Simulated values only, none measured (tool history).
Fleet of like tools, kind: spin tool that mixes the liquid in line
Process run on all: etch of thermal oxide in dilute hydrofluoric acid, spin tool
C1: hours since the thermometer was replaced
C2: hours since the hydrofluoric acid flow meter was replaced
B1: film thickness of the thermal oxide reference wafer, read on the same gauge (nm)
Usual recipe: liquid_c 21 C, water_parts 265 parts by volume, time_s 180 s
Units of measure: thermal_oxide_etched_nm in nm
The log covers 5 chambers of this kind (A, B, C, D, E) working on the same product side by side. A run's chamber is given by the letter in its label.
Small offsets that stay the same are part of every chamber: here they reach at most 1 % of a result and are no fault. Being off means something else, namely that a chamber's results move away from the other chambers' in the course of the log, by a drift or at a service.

run 1D hour=8.7 | liquid_c=21 water_parts=265 time_s=180 | C1=584.3 C2=1658.3 | B1=119.99 | thermal_oxide_etched_nm=2.471
run 2E hour=23.5 | liquid_c=21 water_parts=265 time_s=180 | C1=787.4 C2=1088.7 | B1=119.98 | thermal_oxide_etched_nm=2.4473
run 3A hour=32.4 | liquid_c=21 water_parts=265 time_s=180 | C1=2566.3 C2=2054.5 | B1=120.01 | thermal_oxide_etched_nm=2.433
run 4C hour=45.1 | liquid_c=21 water_parts=265 time_s=180 | C1=1187.2 C2=391.2 | B1=120.01 | thermal_oxide_etched_nm=2.4341
run 5B hour=59.7 | liquid_c=21 water_parts=265 time_s=180 | C1=1332.7 C2=172.8 | B1=119.99 | thermal_oxide_etched_nm=2.4365
run 6A hour=68.1 | liquid_c=25.5 water_parts=145 time_s=180 | C1=2602 C2=2090.2 | B1=120.01 | thermal_oxide_etched_nm=5.9744
run 7E hour=79.7 | liquid_c=25.5 water_parts=145 time_s=180 | C1=843.6 C2=1144.9 | B1=120 | thermal_oxide_etched_nm=6.0705
run 8D hour=89.6 | liquid_c=25.5 water_parts=145 time_s=180 | C1=665.2 C2=1739.2 | B1=120.01 | thermal_oxide_etched_nm=6.0238
run 9C hour=100.1 | liquid_c=25.5 water_parts=145 time_s=180 | C1=1242.2 C2=446.2 | B1=120.01 | thermal_oxide_etched_nm=5.9903
run 10B hour=107.3 | liquid_c=25.5 water_parts=145 time_s=180 | C1=1380.3 C2=220.4 | B1=119.99 | thermal_oxide_etched_nm=6.3433
run 11D hour=115.5 | liquid_c=23.5 water_parts=355 time_s=180 | C1=691.1 C2=1765.1 | B1=119.99 | thermal_oxide_etched_nm=1.8376
run 12B hour=130.6 | liquid_c=23.5 water_parts=355 time_s=180 | C1=1403.6 C2=243.7 | B1=120 | thermal_oxide_etched_nm=1.8626
-- hour=143 chamber A: thermometer replaced
run 13E hour=146.1 | liquid_c=23.5 water_parts=355 time_s=180 | C1=910 C2=1211.3 | B1=120 | thermal_oxide_etched_nm=1.8429
run 14A hour=161.7 | liquid_c=23.5 water_parts=355 time_s=180 | C1=18.7 C2=2183.8 | B1=119.99 | thermal_oxide_etched_nm=1.8196
run 15C hour=174.3 | liquid_c=23.5 water_parts=355 time_s=180 | C1=1316.4 C2=520.4 | B1=119.99 | thermal_oxide_etched_nm=1.8546
run 16C hour=182.1 | liquid_c=24.5 water_parts=265 time_s=180 | C1=1324.2 C2=528.2 | B1=119.98 | thermal_oxide_etched_nm=2.8051
-- hour=183.1 chamber A: hydrofluoric acid flow meter replaced
-- hour=193.4 chamber C: thermometer replaced
run 17E hour=198 | liquid_c=24.5 water_parts=265 time_s=180 | C1=961.9 C2=1263.2 | B1=120 | thermal_oxide_etched_nm=2.7956
run 18B hour=206 | liquid_c=24.5 water_parts=265 time_s=180 | C1=1479 C2=319.1 | B1=119.99 | thermal_oxide_etched_nm=2.9888
run 19D hour=213.9 | liquid_c=24.5 water_parts=265 time_s=180 | C1=789.5 C2=1863.5 | B1=119.99 | thermal_oxide_etched_nm=2.7397
run 20A hour=222.7 | liquid_c=24.5 water_parts=265 time_s=180 | C1=79.7 C2=39.7 | B1=119.99 | thermal_oxide_etched_nm=2.8394
run 21C hour=238.6 | liquid_c=21 water_parts=265 time_s=180 | C1=45.3 C2=584.7 | B1=120.01 | thermal_oxide_etched_nm=2.5241
run 22D hour=253.2 | liquid_c=21 water_parts=265 time_s=180 | C1=828.8 C2=1902.8 | B1=120 | thermal_oxide_etched_nm=2.3924
run 23B hour=269.3 | liquid_c=21 water_parts=265 time_s=180 | C1=1542.3 C2=382.4 | B1=119.98 | thermal_oxide_etched_nm=2.6145
run 24E hour=279.3 | liquid_c=21 water_parts=265 time_s=180 | C1=1043.2 C2=1344.5 | B1=120 | thermal_oxide_etched_nm=2.5069
run 25A hour=291.8 | liquid_c=21 water_parts=265 time_s=180 | C1=148.8 C2=108.8 | B1=120 | thermal_oxide_etched_nm=2.4132
run 26A hour=305.6 | liquid_c=21 water_parts=265 time_s=180 | C1=162.6 C2=122.6 | B1=119.99 | thermal_oxide_etched_nm=2.4415
run 27C hour=317.6 | liquid_c=21 water_parts=265 time_s=180 | C1=124.3 C2=663.7 | B1=119.99 | thermal_oxide_etched_nm=2.5208
run 28B hour=332 | liquid_c=21 water_parts=265 time_s=180 | C1=1605 C2=445.1 | B1=119.98 | thermal_oxide_etched_nm=2.6323
run 29E hour=343.9 | liquid_c=21 water_parts=265 time_s=180 | C1=1107.8 C2=1409.1 | B1=120.01 | thermal_oxide_etched_nm=2.4861
run 30D hour=356.2 | liquid_c=21 water_parts=265 time_s=180 | C1=931.8 C2=2005.8 | B1=120.02 | thermal_oxide_etched_nm=2.4444
run 31B hour=367.3 | liquid_c=21 water_parts=265 time_s=180 | C1=1640.3 C2=480.4 | B1=119.99 | thermal_oxide_etched_nm=2.7849
run 32C hour=380.8 | liquid_c=21 water_parts=265 time_s=180 | C1=187.5 C2=726.9 | B1=119.99 | thermal_oxide_etched_nm=2.4295
run 33A hour=389 | liquid_c=21 water_parts=265 time_s=180 | C1=246 C2=206 | B1=120 | thermal_oxide_etched_nm=2.5197
run 34E hour=400.5 | liquid_c=21 water_parts=265 time_s=180 | C1=1164.4 C2=1465.7 | B1=120.01 | thermal_oxide_etched_nm=2.4457
run 35D hour=415 | liquid_c=21 water_parts=210 time_s=215 | C1=990.6 C2=2064.6 | B1=119.98 | thermal_oxide_etched_nm=3.8882
run 36D hour=425.5 | liquid_c=21 water_parts=210 time_s=215 | C1=1001.1 C2=2075.1 | B1=120.01 | thermal_oxide_etched_nm=3.8382
run 37A hour=439.8 | liquid_c=21 water_parts=210 time_s=215 | C1=296.8 C2=256.8 | B1=120.02 | thermal_oxide_etched_nm=3.8861

Is one chamber out of step, is the gauge drifting, or do the chambers differ by no more than their own small offsets? For an off chamber, give its letter and the likeliest cause.

It is chamber B that slowly wanders off from its peers.
What lies behind it: hydrofluoric acid flow above the setpoint (%) = 9.68.

Which of the 4 candidates below, each the usual settings with something changed and its results left as question marks, puts chamber B back in line with what the other chambers give on the usual settings?
In-line tolerance around the mean of the other chambers on the usual settings: thermal_oxide_etched_nm 0.12 nm
run 38B-1 hour=451.4 | liquid_c=21 water_parts=270 time_s=180 | thermal_oxide_etched_nm=?
run 38B-2 hour=451.4 | liquid_c=21 water_parts=275 time_s=170 | thermal_oxide_etched_nm=?
run 38B-3 hour=451.4 | liquid_c=21 water_parts=260 time_s=185 | thermal_oxide_etched_nm=?
run 38B-4 hour=451.4 | liquid_c=24.5 water_parts=265 time_s=180 | thermal_oxide_etched_nm=?

The other chambers' mean on the usual settings: thermal_oxide_etched_nm 2.4521 nm
run=38B-1 thermal_oxide_etched_nm=2.7407
run=38B-2 thermal_oxide_etched_nm=2.5295
run=38B-3 thermal_oxide_etched_nm=2.9533
run=38B-4 thermal_oxide_etched_nm=3.1832
With 38B-2, the chamber falls back in line with the rest.
